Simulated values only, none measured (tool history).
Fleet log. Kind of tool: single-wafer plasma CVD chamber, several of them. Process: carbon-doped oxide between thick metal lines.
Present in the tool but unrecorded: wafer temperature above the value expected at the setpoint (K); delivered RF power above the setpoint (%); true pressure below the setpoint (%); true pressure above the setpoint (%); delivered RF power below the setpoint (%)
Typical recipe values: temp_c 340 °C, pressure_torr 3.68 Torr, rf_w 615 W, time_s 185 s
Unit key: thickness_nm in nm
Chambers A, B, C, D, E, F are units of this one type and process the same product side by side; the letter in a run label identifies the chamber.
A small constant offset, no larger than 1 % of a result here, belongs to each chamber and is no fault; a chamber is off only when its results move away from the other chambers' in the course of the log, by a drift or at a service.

run   hour  temp_c  pressure_torr  rf_w  time_s  hours since the last thermocouple change  hours since the last RF generator calibration  hours since the last manometer calibration  read-back reference wafer on the same gauge, thickness_nm  thickness_nm
 1D    9.7     340           3.68   615     185                                     114.2                                         1343.1                                       531.2                                                     1150.1        1032.7
 2B   20.6     340           3.68   615     185                                      1488                                          959.2                                       928.1                                                     1149.7        1033.8
 3E   28.8     340           3.68   615     185                                    2400.7                                            616                                      1156.5                                                     1150.2        1036.8
 4C   40.6     340           3.68   615     185                                     632.8                                         1140.2                                      1263.6                                                     1150.5        1046.3
 5F   50.6     340           3.68   615     185                                     840.3                                          411.5                                       949.9                                                     1150.6        1051.2
 6A   58.2     340           3.68   615     185                                    1010.2                                         1298.7                                      1285.4                                                     1149.8        1023.7
 7F   70.9     340           3.68   615     185                                     860.6                                          431.8                                       970.2                                                     1148.9        1042.8
 8C   80.7     340           3.68   615     185                                     672.9                                         1180.3                                      1303.7                                                       1150        1041.6
 9B   93.1     340           3.68   615     185                                    1560.5                                         1031.7                                      1000.6                                                     1150.7        1037.7
      96.7  -- chamber C: RF generator calibrated
10D  102.1     340           3.68   615     185                                     206.6                                         1435.5                                       623.6                                                     1150.9          1032
11E  112.1     340           3.68   615     185                                      2484                                          699.3                                      1239.8                                                     1149.4        1036.9
12A  123.4     340           3.68   615     185                                    1075.4                                         1363.9                                      1350.6                                                     1149.9        1023.1
13A  138.6     340           3.68   615     208                                    1090.6                                         1379.1                                      1365.8                                                     1150.1        1151.7
14D  149.4     340           3.68   615     208                                     253.9                                         1482.8                                       670.9                                                       1150          1163
     151.8  -- chamber B: capacitance manometer re-zeroed and calibrated
15C  158.8     340           3.68   615     208                                       751                                           62.2                                      1381.8                                                     1149.9        1169.5
16F  166.9     340           3.68   615     208                                     956.6                                          527.8                                      1066.2                                                     1150.5        1176.5
17B  182.1     340           3.68   615     208                                    1649.5                                         1120.7                                        30.3                                                     1149.8        1159.3
18E  192.4     340           3.68   615     208                                    2564.3                                          779.6                                      1320.1                                                     1150.3        1167.2
19F  201.8     340           3.68   615     185                                     991.5                                          562.7                                      1101.1                                                       1150        1042.8
     204.7  -- chamber E: capacitance manometer re-zeroed and calibrated
20D  214.6     340           3.68   615     185                                     319.1                                           1548                                       736.1                                                     1149.4        1027.2
21A  222.8     340           3.68   615     185                                    1174.8                                         1463.3                                        1450                                                     1149.6        1022.7
22E  237.1     340           3.68   615     185                                      2609                                          824.3                                        32.5                                                     1149.4        1037.4
23C  250.2     340           3.68   615     185                                     842.4                                          153.6                                      1473.2                                                       1151        1036.5
24B    263     340           3.68   615     185                                    1730.4                                         1201.6                                       111.2                                                     1150.1        1037.7
25C  277.9     340           3.68   615     185                                     870.1                                          181.3                                      1500.9                                                     1150.6          1039
26E  292.2     340           3.68   615     185                                    2664.1                                          879.4                                        87.6                                                       1150        1032.8
     305.4  -- chamber A: thermocouple changed; heater temperature recalibrated
27D  307.4     340           3.68   615     185                                     411.9                                         1640.8                                       828.9                                                     1149.9        1027.7
     307.5  -- chamber B: thermocouple changed; heater temperature recalibrated
28B  321.1     340           3.68   735     201                                      13.6                                         1259.7                                       169.3                                                     1149.8        1243.9
     327.2  -- chamber D: RF generator calibrated
     329.3  -- chamber A: RF generator calibrated
29F  332.6     340           3.68   735     201                                    1122.3                                          693.5                                      1231.9                                                     1150.7        1258.5
30A    344     340           3.68   735     201                                      38.7                                           14.8                                      1571.2                                                     1150.1        1245.8
31E  359.1     340           3.68   735     201                                      2731                                          946.3                                       154.5                                                     1149.5        1242.7
32A  373.9     340           3.68   735     201                                      68.6                                           44.7                                      1601.1                                                     1150.2        1231.9
33D  385.6     340           3.68   735     201                                     490.1                                           58.5                                       907.1                                                     1150.8        1251.2
34C  397.7     340           3.68   615     185                                     989.9                                          301.1                                      1620.7                                                     1150.2        1035.7
35B  413.7     340           3.11   615     185                                     106.2                                         1352.3                                       261.9                                                     1151.1        1018.1
36F  425.5     340           3.11   615     185                                    1215.2                                          786.4                                      1324.8                                                     1149.8        1018.8
37A  432.9     340           3.11   615     185                                     127.6                                          103.7                                      1660.1                                                     1149.2        999.66
38E  441.6     340           3.11   615     185                                    2813.5                                         1028.8                                         237                                                     1149.9        1013.7
39C  455.1     340           3.11   615     185                                    1047.3                                          358.5                                      1678.1                                                       1150        1021.8

Which is it: a chamber that has drifted or been left off by a service, a gauge drift common to all chambers, or only each chamber's usual small offset? If a chamber is off, name it and its likeliest cause.

All chambers stay in line apart from their small fixed offsets, and the gauge does not drift.
